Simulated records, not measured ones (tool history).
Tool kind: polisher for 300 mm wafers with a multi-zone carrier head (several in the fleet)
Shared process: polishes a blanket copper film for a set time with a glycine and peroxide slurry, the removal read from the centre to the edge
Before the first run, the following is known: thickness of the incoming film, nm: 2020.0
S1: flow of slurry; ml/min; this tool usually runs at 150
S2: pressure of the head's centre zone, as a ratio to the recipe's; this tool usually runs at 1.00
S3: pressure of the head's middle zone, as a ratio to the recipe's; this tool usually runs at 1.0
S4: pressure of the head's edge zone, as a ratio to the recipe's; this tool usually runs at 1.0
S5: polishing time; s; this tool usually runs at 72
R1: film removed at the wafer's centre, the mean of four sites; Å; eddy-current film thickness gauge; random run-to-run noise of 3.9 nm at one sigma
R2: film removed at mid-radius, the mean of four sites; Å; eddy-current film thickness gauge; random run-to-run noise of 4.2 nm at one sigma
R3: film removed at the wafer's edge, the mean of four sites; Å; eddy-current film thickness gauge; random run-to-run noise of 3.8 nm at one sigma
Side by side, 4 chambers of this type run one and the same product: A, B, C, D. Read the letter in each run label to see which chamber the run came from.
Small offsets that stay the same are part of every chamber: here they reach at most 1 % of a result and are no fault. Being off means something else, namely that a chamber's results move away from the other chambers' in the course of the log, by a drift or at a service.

| run | day | S1 | S2 | S3 | S4 | S5 | R1 | R2 | R3 |
|---|---|---|---|---|---|---|---|---|---|
| 1B | 0.183 | 150 | 1.00 | 1.0 | 1.0 | 72 | 3507.4 | 3589.1 | 3567.1 |
| 2A | 0.471 | 150 | 1.00 | 1.0 | 1.0 | 72 | 3525.6 | 3506.4 | 3488.8 |
| 3D | 0.700 | 150 | 1.00 | 1.0 | 1.0 | 72 | 3538.8 | 3658.1 | 3548.5 |
| 4C | 0.888 | 150 | 1.00 | 1.0 | 1.0 | 72 | 3577.6 | 3567.2 | 3525.3 |
| 5B | 1.154 | 150 | 1.00 | 1.0 | 1.0 | 72 | 3620.2 | 3545.8 | 3500.2 |
|  | 1.204 | chamber A: worn pad replaced by a new one |
| 6C | 1.458 | 150 | 1.11 | 1.0 | 1.0 | 64 | 3593.0 | 3185.6 | 3214.4 |
| 7A | 1.708 | 150 | 1.11 | 1.0 | 1.0 | 64 | 3511.4 | 3100.4 | 3116.1 |
|  | 1.825 | chamber C: edge zone pressure recalibrated |
| 8D | 2.012 | 150 | 1.11 | 1.0 | 1.0 | 64 | 3590.1 | 3195.9 | 3181.1 |
|  | 2.104 | chamber B: slurry nozzle cleaned |
| 9D | 2.279 | 150 | 1.11 | 1.0 | 1.0 | 64 | 3564.7 | 3231.9 | 3134.2 |
| 10C | 2.479 | 150 | 1.00 | 1.0 | 1.0 | 72 | 3573.9 | 3561.7 | 3558.8 |
| 11A | 2.625 | 150 | 1.00 | 1.0 | 1.0 | 72 | 3544.7 | 3535.8 | 3553.6 |
| 12B | 2.879 | 150 | 1.00 | 1.0 | 0.9 | 57 | 2837.2 | 2794.7 | 2653.2 |
|  | 2.892 | chamber A: centre zone pressure recalibrated |
| 13D | 3.079 | 150 | 1.00 | 1.0 | 0.9 | 57 | 2824.4 | 2909.4 | 2632.5 |
|  | 3.108 | chamber B: worn pad replaced by a new one |
| 14C | 3.317 | 150 | 1.00 | 1.0 | 0.9 | 57 | 2825.4 | 2817.6 | 2690.4 |
| 15B | 3.583 | 150 | 1.00 | 1.0 | 0.9 | 57 | 2770.7 | 2733.3 | 2656.2 |
| 16A | 3.842 | 150 | 1.00 | 1.0 | 1.0 | 72 | 3199.0 | 3506.6 | 3525.4 |
| 17B | 4.008 | 150 | 1.00 | 1.0 | 1.0 | 72 | 3636.8 | 3552.9 | 3578.3 |
| 18A | 4.208 | 150 | 1.00 | 1.0 | 1.0 | 72 | 3242.6 | 3472.5 | 3505.6 |
| 19C | 4.429 | 150 | 1.00 | 1.0 | 1.0 | 72 | 3611.7 | 3530.4 | 3574.4 |
| 20D | 4.571 | 150 | 0.89 | 1.0 | 1.0 | 72 | 3121.2 | 3677.9 | 3572.8 |
|  | 4.600 | chamber D: worn pad replaced by a new one |
| 21B | 4.771 | 150 | 0.89 | 1.0 | 1.0 | 72 | 3197.5 | 3579.0 | 3576.1 |
| 22A | 4.908 | 150 | 0.89 | 1.0 | 1.0 | 72 | 2859.6 | 3478.6 | 3503.5 |
| 23D | 5.196 | 150 | 0.89 | 1.0 | 1.0 | 72 | 3120.8 | 3523.5 | 3582.4 |
| 24C | 5.421 | 150 | 1.00 | 1.0 | 1.0 | 72 | 3549.9 | 3554.9 | 3580.1 |
| 25B | 5.638 | 150 | 1.00 | 1.0 | 1.0 | 72 | 3500.5 | 3610.7 | 3601.7 |
| 26D | 5.788 | 120 | 1.00 | 1.1 | 1.0 | 72 | 3389.2 | 3764.1 | 3422.6 |

Is one chamber off against the others, does the gauge drift, or is nothing wrong? If a chamber is off, say which, and what the likeliest cause is.

A service left chamber A off against the others.
Cause: centre zone's pressure below its setpoint, % = 7.41.

Below are 4 candidate recipes for chamber A's next run, each the usual settings with a change, their results shown as question marks. Which of them brings A's results back in line with what the other chambers give on the usual settings?
In-line tolerance around the mean of the other chambers on the usual settings: R1 140.0 Å; R2 150.0 Å; R3 130.0 Å
| 27A-1 | 6.008 | 155 | 1.07 | 1.0 | 0.97 | 73 | ? | ? | ? |
| 27A-2 | 6.008 | 150 | 0.98 | 1.0 | 1.01 | 72 | ? | ? | ? |
| 27A-3 | 6.008 | 150 | 1.02 | 1.0 | 0.99 | 72 | ? | ? | ? |
| 27A-4 | 6.008 | 145 | 0.93 | 1.0 | 1.03 | 71 | ? | ? | ? |

Other chambers, usual settings, mean: R1 3569.7 Å; R2 3568.2 Å; R3 3557.8 Å
| run | R1 | R2 | R3 |
|---|---|---|---|
| 27A-1 | 3532.4 | 3555.9 | 3533.8 |
| 27A-2 | 3136.5 | 3487.2 | 3545.1 |
| 27A-3 | 3280.3 | 3486.6 | 3507.6 |
| 27A-4 | 2894.2 | 3417.1 | 3516.3 |
It is 27A-1 that realigns the chamber with its peers.

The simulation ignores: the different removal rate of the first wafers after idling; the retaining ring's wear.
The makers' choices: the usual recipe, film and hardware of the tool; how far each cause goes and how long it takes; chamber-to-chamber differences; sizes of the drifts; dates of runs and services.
